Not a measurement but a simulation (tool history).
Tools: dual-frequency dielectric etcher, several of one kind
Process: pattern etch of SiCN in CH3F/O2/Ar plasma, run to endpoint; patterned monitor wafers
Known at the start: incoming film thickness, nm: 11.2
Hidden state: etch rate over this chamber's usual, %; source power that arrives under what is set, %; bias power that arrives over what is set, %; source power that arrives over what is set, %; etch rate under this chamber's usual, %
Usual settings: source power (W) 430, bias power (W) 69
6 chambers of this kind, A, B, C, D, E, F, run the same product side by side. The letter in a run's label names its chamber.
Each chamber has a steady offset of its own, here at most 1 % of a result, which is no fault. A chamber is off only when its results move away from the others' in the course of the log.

run	hour	source power (W)	bias power (W)	hours since the last wet clean	hours since the last source power generator calibration	hours since the last bias power generator calibration	endpoint time (s)
1C	9.9	430	69	295.5	2038.8	1038.4	29.285
2D	21.9	430	69	225.4	1216.0	1239.4	29.260
3E	33.3	430	69	360.1	803.7	1942.8	29.652
4B	39.0	430	69	276.5	2220.1	1158.7	29.580
5A	49.0	430	69	263.8	2723.7	127.2	29.284
# hour 50.1: chamber E: wet clean of the chamber
6F	61.0	370	61	126.3	1021.7	658.0	32.782
7A	68.8	370	61	283.6	2743.5	147.0	32.822
8F	74.9	370	61	140.2	1035.6	671.9	32.729
9D	81.4	370	61	284.9	1275.5	1298.9	31.909
10E	91.7	370	61	41.7	862.1	2001.2	32.573
11C	97.0	370	61	382.6	2125.9	1125.5	32.159
12B	104.2	430	69	341.7	2285.3	1223.9	29.296
13B	110.4	430	69	347.9	2291.5	1230.1	29.472
14C	117.3	430	69	402.9	2146.2	1145.8	29.304
15D	125.0	430	69	328.5	1319.1	1342.5	29.258
16E	132.0	490	53	82.0	902.4	2041.5	30.694
17F	138.7	490	53	204.0	1099.4	735.7	30.473
18A	147.6	490	53	362.4	2822.3	225.8	30.778
19A	159.6	490	53	374.4	2834.3	237.8	30.702
20E	167.2	490	53	117.2	937.6	2076.7	30.768
21D	174.0	490	53	377.5	1368.1	1391.5	30.606
22B	181.7	430	69	419.2	2362.8	1301.4	29.329
# hour 182.0: chamber B: wet clean of the chamber
23F	192.3	360	61	257.6	1153.0	789.3	32.691
24C	201.2	360	61	486.8	2230.1	1229.7	32.089
# hour 209.3: chamber A: wet clean of the chamber
25E	209.7	360	61	159.7	980.1	2119.2	33.207
26D	218.9	360	61	422.4	1413.0	1436.4	32.605
27F	230.1	360	61	295.4	1190.8	827.1	32.638
28A	241.5	360	61	32.3	2916.2	319.7	32.479
29B	249.7	430	69	67.7	2430.8	1369.4	29.445
30C	257.2	430	69	542.8	2286.1	1285.7	28.730
31B	264.9	430	69	82.9	2446.0	1384.6	29.426
32D	270.5	430	69	474.0	1464.6	1488.0	29.461
33F	280.2	430	69	345.5	1240.9	877.2	29.825
34E	290.2	430	69	240.2	1060.6	2199.7	29.827
35A	296.5	430	69	87.3	2971.2	374.7	29.200
36C	307.4	430	69	593.0	2336.3	1335.9	28.116
37D	316.9	340	77	520.4	1511.0	1534.4	31.206
# hour 317.9: chamber B: source power generator calibrated
38E	324.6	340	77	274.6	1095.0	2234.1	30.924
39B	335.2	340	77	153.2	17.3	1454.9	30.853
40C	341.0	340	77	626.6	2369.9	1369.5	29.497
41F	350.2	340	77	415.5	1310.9	947.2	31.045
42A	360.4	340	77	151.2	3035.1	438.6	31.281

What goes on in this fleet: one chamber off, a drifting gauge, or nothing beyond the chambers' own small offsets? Name the chamber and the cause, if any.

Chamber C drifts away from the others.
Cause: etch rate over this chamber's usual, % = 5.13.

Here are 4 candidates for chamber C's next run, each the usual settings with a change, their results left as question marks. Which one brings its results back in line with what the others give on the usual settings?
In line means no further than this from the other chambers' mean on the usual settings: endpoint time (s) 0.700
43C-1	369.2	430	58				?
43C-2	369.2	430	80				?
43C-3	369.2	430	47				?
43C-4	369.2	510	79				?

The other chambers' mean on the usual settings: endpoint time (s) 29.429
run	endpoint time (s)
43C-1	29.490
43C-2	26.336
43C-3	31.616
43C-4	24.804
43C-1 brings the chamber back in line.
